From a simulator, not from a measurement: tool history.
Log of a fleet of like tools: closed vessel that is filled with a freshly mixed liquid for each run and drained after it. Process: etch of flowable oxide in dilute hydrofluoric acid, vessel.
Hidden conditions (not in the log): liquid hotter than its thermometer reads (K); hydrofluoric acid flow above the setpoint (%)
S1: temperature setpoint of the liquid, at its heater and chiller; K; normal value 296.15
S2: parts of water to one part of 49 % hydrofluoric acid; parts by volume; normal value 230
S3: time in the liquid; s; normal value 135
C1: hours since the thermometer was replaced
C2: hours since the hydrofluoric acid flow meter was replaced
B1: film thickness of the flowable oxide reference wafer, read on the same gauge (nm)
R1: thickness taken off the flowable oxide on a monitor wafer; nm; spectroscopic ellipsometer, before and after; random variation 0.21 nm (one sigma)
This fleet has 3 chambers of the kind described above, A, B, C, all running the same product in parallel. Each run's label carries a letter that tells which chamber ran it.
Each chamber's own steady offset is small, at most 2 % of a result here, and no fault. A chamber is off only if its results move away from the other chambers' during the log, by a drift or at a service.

{"run": "1A", "hour": 7.7, "S1": 296.15, "S2": 230, "S3": 135, "C1": 844.2, "C2": 1115.0, "B1": 79.989, "R1": 20.395}
{"run": "2B", "hour": 17.4, "S1": 296.15, "S2": 230, "S3": 135, "C1": 893.9, "C2": 1149.8, "B1": 80.013, "R1": 20.733}
{"run": "3C", "hour": 31.5, "S1": 296.15, "S2": 230, "S3": 135, "C1": 212.1, "C2": 1211.3, "B1": 80.006, "R1": 20.918}
{"run": "4B", "hour": 40.9, "S1": 296.15, "S2": 230, "S3": 135, "C1": 917.4, "C2": 1173.3, "B1": 79.993, "R1": 20.7}
{"run": "5A", "hour": 55.2, "S1": 296.15, "S2": 230, "S3": 135, "C1": 891.7, "C2": 1162.5, "B1": 79.99, "R1": 20.757}
{"run": "6C", "hour": 64.9, "S1": 296.15, "S2": 230, "S3": 135, "C1": 245.5, "C2": 1244.7, "B1": 79.994, "R1": 21.105}
{"run": "7B", "hour": 73.9, "S1": 296.15, "S2": 230, "S3": 135, "C1": 950.4, "C2": 1206.3, "B1": 79.997, "R1": 20.68}
{"run": "8A", "hour": 85.5, "S1": 296.15, "S2": 230, "S3": 135, "C1": 922.0, "C2": 1192.8, "B1": 79.998, "R1": 20.847}
{"run": "9C", "hour": 98.2, "S1": 296.15, "S2": 230, "S3": 135, "C1": 278.8, "C2": 1278.0, "B1": 80.01, "R1": 21.35}
{"run": "10A", "hour": 114.4, "S1": 296.15, "S2": 230, "S3": 135, "C1": 950.9, "C2": 1221.7, "B1": 79.993, "R1": 20.707}
{"run": "11B", "hour": 128.2, "S1": 296.15, "S2": 230, "S3": 135, "C1": 1004.7, "C2": 1260.6, "B1": 80.001, "R1": 20.689}
{"run": "12C", "hour": 137.6, "S1": 296.15, "S2": 230, "S3": 135, "C1": 318.2, "C2": 1317.4, "B1": 79.992, "R1": 21.102}
{"run": "13B", "hour": 150.6, "S1": 296.15, "S2": 150, "S3": 135, "C1": 1027.1, "C2": 1283.0, "B1": 80.005, "R1": 35.724}
{"run": "14C", "hour": 165.7, "S1": 296.15, "S2": 150, "S3": 135, "C1": 346.3, "C2": 1345.5, "B1": 80.012, "R1": 34.605}
{"run": "15A", "hour": 181.4, "S1": 296.15, "S2": 150, "S3": 135, "C1": 1017.9, "C2": 1288.7, "B1": 79.99, "R1": 34.74}
{"run": "16A", "hour": 190.7, "S1": 296.15, "S2": 230, "S3": 135, "C1": 1027.2, "C2": 1298.0, "B1": 80.0, "R1": 20.572}
{"run": "17C", "hour": 202.3, "S1": 296.15, "S2": 230, "S3": 135, "C1": 382.9, "C2": 1382.1, "B1": 80.002, "R1": 20.937}
{"run": "18B", "hour": 215.7, "S1": 296.15, "S2": 230, "S3": 205, "C1": 1092.2, "C2": 1348.1, "B1": 80.024, "R1": 31.151}
{"hour": 225.3, "done": "chamber B: thermometer replaced"}
{"run": "19A", "hour": 226.7, "S1": 296.15, "S2": 230, "S3": 205, "C1": 1063.2, "C2": 1334.0, "B1": 79.982, "R1": 31.93}
{"run": "20C", "hour": 234.4, "S1": 296.15, "S2": 230, "S3": 205, "C1": 415.0, "C2": 1414.2, "B1": 80.0, "R1": 32.44}
{"run": "21B", "hour": 249.5, "S1": 296.15, "S2": 230, "S3": 190, "C1": 24.3, "C2": 1381.9, "B1": 79.994, "R1": 29.521}
{"run": "22C", "hour": 263.4, "S1": 296.15, "S2": 230, "S3": 190, "C1": 444.0, "C2": 1443.2, "B1": 79.991, "R1": 29.746}
{"run": "23B", "hour": 272.4, "S1": 296.15, "S2": 230, "S3": 190, "C1": 47.2, "C2": 1404.8, "B1": 79.984, "R1": 28.932}
{"run": "24A", "hour": 283.3, "S1": 296.15, "S2": 230, "S3": 135, "C1": 1119.8, "C2": 1390.6, "B1": 79.986, "R1": 21.218}
{"run": "25B", "hour": 299.4, "S1": 296.15, "S2": 230, "S3": 135, "C1": 74.2, "C2": 1431.8, "B1": 80.023, "R1": 20.724}
{"run": "26A", "hour": 311.5, "S1": 296.15, "S2": 230, "S3": 135, "C1": 1148.0, "C2": 1418.8, "B1": 79.996, "R1": 21.023}
{"run": "27C", "hour": 318.8, "S1": 296.15, "S2": 230, "S3": 135, "C1": 499.4, "C2": 1498.6, "B1": 80.004, "R1": 21.139}
{"run": "28C", "hour": 332.9, "S1": 296.15, "S2": 230, "S3": 135, "C1": 513.5, "C2": 1512.7, "B1": 79.993, "R1": 21.026}
{"run": "29B", "hour": 347.9, "S1": 296.15, "S2": 230, "S3": 135, "C1": 122.7, "C2": 1480.3, "B1": 80.006, "R1": 20.594}
{"run": "30A", "hour": 357.9, "S1": 296.15, "S2": 230, "S3": 105, "C1": 1194.4, "C2": 1465.2, "B1": 79.99, "R1": 17.072}
{"run": "31B", "hour": 365.7, "S1": 296.15, "S2": 230, "S3": 105, "C1": 140.5, "C2": 1498.1, "B1": 79.988, "R1": 16.328}
{"run": "32C", "hour": 376.5, "S1": 296.15, "S2": 230, "S3": 105, "C1": 557.1, "C2": 1556.3, "B1": 80.001, "R1": 16.392}
{"run": "33A", "hour": 384.2, "S1": 296.15, "S2": 230, "S3": 135, "C1": 1220.7, "C2": 1491.5, "B1": 79.994, "R1": 22.075}
{"run": "34B", "hour": 399.8, "S1": 296.15, "S2": 230, "S3": 135, "C1": 174.6, "C2": 1532.2, "B1": 80.003, "R1": 21.079}
{"run": "35A", "hour": 413.7, "S1": 296.15, "S2": 230, "S3": 135, "C1": 1250.2, "C2": 1521.0, "B1": 80.0, "R1": 21.845}
{"run": "36C", "hour": 425.2, "S1": 296.15, "S2": 230, "S3": 135, "C1": 605.8, "C2": 1605.0, "B1": 80.016, "R1": 20.716}
{"run": "37C", "hour": 440.2, "S1": 296.15, "S2": 230, "S3": 135, "C1": 620.8, "C2": 1620.0, "B1": 79.995, "R1": 20.8}
{"run": "38A", "hour": 451.7, "S1": 296.15, "S2": 230, "S3": 135, "C1": 1288.2, "C2": 1559.0, "B1": 80.005, "R1": 22.104}
{"run": "39B", "hour": 459.6, "S1": 296.15, "S2": 230, "S3": 135, "C1": 234.4, "C2": 1592.0, "B1": 79.995, "R1": 20.672}
{"run": "40A", "hour": 470.6, "S1": 296.15, "S2": 230, "S3": 135, "C1": 1307.1, "C2": 1577.9, "B1": 79.998, "R1": 22.414}
{"run": "41B", "hour": 482.5, "S1": 296.15, "S2": 230, "S3": 135, "C1": 257.3, "C2": 1614.9, "B1": 79.996, "R1": 20.969}

All 3 chambers run these settings next. Forecast each chamber's results:
{"run": "42A", "hour": 494.4, "S1": 296.15, "S2": 230, "S3": 135, "R1": "?"}
{"run": "42B", "hour": 494.4, "S1": 296.15, "S2": 230, "S3": 135, "R1": "?"}
{"run": "42C", "hour": 494.4, "S1": 296.15, "S2": 230, "S3": 135, "R1": "?"}

run=42A R1=22.358
run=42B R1=20.766
run=42C R1=20.841
